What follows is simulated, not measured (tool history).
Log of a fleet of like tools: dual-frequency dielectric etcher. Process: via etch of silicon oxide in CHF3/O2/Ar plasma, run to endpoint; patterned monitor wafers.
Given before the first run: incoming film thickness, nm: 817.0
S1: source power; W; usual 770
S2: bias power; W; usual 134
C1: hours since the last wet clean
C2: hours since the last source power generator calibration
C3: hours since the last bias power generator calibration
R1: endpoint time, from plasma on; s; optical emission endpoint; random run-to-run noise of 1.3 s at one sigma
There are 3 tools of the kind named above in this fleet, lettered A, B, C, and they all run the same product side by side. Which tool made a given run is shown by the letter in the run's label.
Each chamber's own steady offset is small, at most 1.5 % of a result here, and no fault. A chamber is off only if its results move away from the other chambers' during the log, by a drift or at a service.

run 1B hour=3.2 | S1=770 S2=134 | C1=150.4 C2=1331.7 C3=292.7 | R1=412.40
run 2C hour=5.7 | S1=770 S2=134 | C1=279.3 C2=1850.8 C3=3224.1 | R1=409.91
run 3A hour=10.7 | S1=770 S2=134 | C1=201.7 C2=4192.6 C3=2098.3 | R1=406.86
run 4A hour=13.4 | S1=770 S2=134 | C1=204.4 C2=4195.3 C3=2101.0 | R1=405.24
run 5C hour=18.2 | S1=770 S2=116 | C1=291.8 C2=1863.3 C3=3236.6 | R1=429.82
run 6B hour=22.1 | S1=770 S2=116 | C1=169.3 C2=1350.6 C3=311.6 | R1=433.15
run 7A hour=24.8 | S1=770 S2=116 | C1=215.8 C2=4206.7 C3=2112.4 | R1=426.82
run 8C hour=29.9 | S1=770 S2=134 | C1=303.5 C2=1875.0 C3=3248.3 | R1=410.72
run 9B hour=33.6 | S1=770 S2=134 | C1=180.8 C2=1362.1 C3=323.1 | R1=416.03
run 10A hour=36.6 | S1=770 S2=134 | C1=227.6 C2=4218.5 C3=2124.2 | R1=411.33
run 11B hour=41.2 | S1=770 S2=134 | C1=188.4 C2=1369.7 C3=330.7 | R1=415.97
run 12C hour=44.2 | S1=770 S2=134 | C1=317.8 C2=1889.3 C3=3262.6 | R1=409.37
run 13C hour=47.8 | S1=770 S2=134 | C1=321.4 C2=1892.9 C3=3266.2 | R1=409.25
run 14B hour=50.5 | S1=770 S2=134 | C1=197.7 C2=1379.0 C3=340.0 | R1=414.97
run 15A hour=54.9 | S1=770 S2=134 | C1=245.9 C2=4236.8 C3=2142.5 | R1=414.44
run 16B hour=58.5 | S1=770 S2=134 | C1=205.7 C2=1387.0 C3=348.0 | R1=412.97
run 17C hour=63.1 | S1=770 S2=134 | C1=336.7 C2=1908.2 C3=3281.5 | R1=411.08
run 18A hour=65.6 | S1=770 S2=134 | C1=256.6 C2=4247.5 C3=2153.2 | R1=415.89
run 19C hour=67.8 | S1=770 S2=134 | C1=341.4 C2=1912.9 C3=3286.2 | R1=408.34
run 20B hour=71.1 | S1=770 S2=134 | C1=218.3 C2=1399.6 C3=360.6 | R1=414.24
run 21A hour=73.4 | S1=770 S2=134 | C1=264.4 C2=4255.3 C3=2161.0 | R1=417.70
-- hour=76.3 chamber A: source power generator calibrated
run 22B hour=78.4 | S1=770 S2=134 | C1=225.6 C2=1406.9 C3=367.9 | R1=414.89
run 23A hour=83.0 | S1=770 S2=134 | C1=274.0 C2=6.7 C3=2170.6 | R1=421.01

The same settings go to every chamber for the next run, one line per chamber below. Forecast the results for each:
run 24A hour=86.7 | S1=770 S2=134 | R1=?
run 24B hour=86.7 | S1=770 S2=134 | R1=?
run 24C hour=86.7 | S1=770 S2=134 | R1=?

run=24A R1=422.71
run=24B R1=413.66
run=24C R1=409.51
